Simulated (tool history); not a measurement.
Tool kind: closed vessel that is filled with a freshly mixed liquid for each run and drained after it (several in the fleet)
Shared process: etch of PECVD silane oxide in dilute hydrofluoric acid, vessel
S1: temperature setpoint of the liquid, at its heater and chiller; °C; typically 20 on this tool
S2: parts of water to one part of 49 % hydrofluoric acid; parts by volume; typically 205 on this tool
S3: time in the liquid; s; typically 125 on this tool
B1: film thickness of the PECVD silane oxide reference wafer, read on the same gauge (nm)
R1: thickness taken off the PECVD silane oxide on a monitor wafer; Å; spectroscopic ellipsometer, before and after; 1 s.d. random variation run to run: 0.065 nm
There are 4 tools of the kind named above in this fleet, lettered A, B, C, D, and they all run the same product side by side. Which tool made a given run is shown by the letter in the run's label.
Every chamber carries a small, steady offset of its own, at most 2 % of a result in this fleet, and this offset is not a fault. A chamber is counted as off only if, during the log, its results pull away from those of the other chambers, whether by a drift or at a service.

-- day=0.092 chamber D: hydrofluoric acid flow meter replaced
-- day=0.346 chamber B: thermometer replaced
run 1D day=0.517 | S1=20 S2=205 S3=125 | B1=70.007 | R1=68.949
run 2C day=0.900 | S1=20 S2=205 S3=125 | B1=69.982 | R1=69.301
run 3A day=1.433 | S1=20 S2=205 S3=125 | B1=70.022 | R1=68.693
run 4B day=1.804 | S1=20 S2=205 S3=125 | B1=70.007 | R1=68.998
run 5D day=2.379 | S1=20 S2=205 S3=125 | B1=69.976 | R1=70.432
run 6B day=2.662 | S1=20 S2=205 S3=125 | B1=69.994 | R1=67.784
run 7A day=3.175 | S1=20 S2=295 S3=125 | B1=70.002 | R1=43.720
run 8C day=3.558 | S1=20 S2=295 S3=125 | B1=69.998 | R1=44.151
run 9B day=3.958 | S1=20 S2=295 S3=125 | B1=70.008 | R1=43.277
run 10C day=4.479 | S1=20 S2=295 S3=125 | B1=70.030 | R1=43.113
-- day=4.788 chamber B: hydrofluoric acid flow meter replaced
run 11D day=5.004 | S1=20 S2=205 S3=125 | B1=70.011 | R1=70.194
run 12A day=5.592 | S1=20 S2=205 S3=125 | B1=69.977 | R1=69.104
run 13C day=5.933 | S1=25 S2=270 S3=125 | B1=70.010 | R1=56.521
run 14B day=6.433 | S1=25 S2=270 S3=125 | B1=69.990 | R1=58.047
run 15A day=6.838 | S1=25 S2=270 S3=125 | B1=69.982 | R1=58.794
run 16D day=7.242 | S1=25 S2=270 S3=125 | B1=69.982 | R1=59.316
run 17A day=7.638 | S1=20 S2=205 S3=125 | B1=69.977 | R1=69.123
run 18D day=8.242 | S1=20 S2=205 S3=125 | B1=69.999 | R1=70.325
run 19B day=8.579 | S1=17 S2=300 S3=125 | B1=69.986 | R1=38.364
run 20C day=8.975 | S1=17 S2=300 S3=125 | B1=69.999 | R1=35.882
run 21D day=9.467 | S1=17 S2=300 S3=125 | B1=70.009 | R1=39.424
run 22B day=9.908 | S1=17 S2=300 S3=125 | B1=70.007 | R1=37.865
run 23A day=10.483 | S1=20 S2=205 S3=125 | B1=69.991 | R1=69.051
run 24C day=10.862 | S1=20 S2=205 S3=125 | B1=70.019 | R1=63.476
run 25D day=11.375 | S1=20 S2=205 S3=125 | B1=70.005 | R1=69.815
run 26A day=11.817 | S1=20 S2=205 S3=125 | B1=69.964 | R1=68.879
run 27B day=12.267 | S1=20 S2=205 S3=125 | B1=69.995 | R1=68.709
run 28C day=12.600 | S1=20 S2=205 S3=125 | B1=70.008 | R1=61.049

What goes on in this fleet: one chamber off, a drifting gauge, or nothing beyond the chambers' own small offsets? Name the chamber and the cause, if any.

Chamber C drifts away from the others.
What lies behind it: hydrofluoric acid flow below the setpoint (%) = 9.99.

Chamber C could run next with any of the 4 candidate recipes listed below; each alters the usual settings, and their results appear as question marks. Which one brings its results back in line with what the other chambers deliver on the usual settings?
In line here means within this much of the mean the other chambers give on the usual settings: R1 2.200 Å
run 29C-1 day=13.046 | S1=20 S2=200 S3=125 | R1=?
run 29C-2 day=13.046 | S1=20 S2=210 S3=125 | R1=?
run 29C-3 day=13.046 | S1=17 S2=205 S3=125 | R1=?
run 29C-4 day=13.046 | S1=20 S2=185 S3=125 | R1=?

Mean of the other chambers on the usual settings: R1 69.074 Å
run=29C-1 R1=63.413
run=29C-2 R1=59.744
run=29C-3 R1=54.859
run=29C-4 R1=69.696
29C-4 brings the chamber back in line.
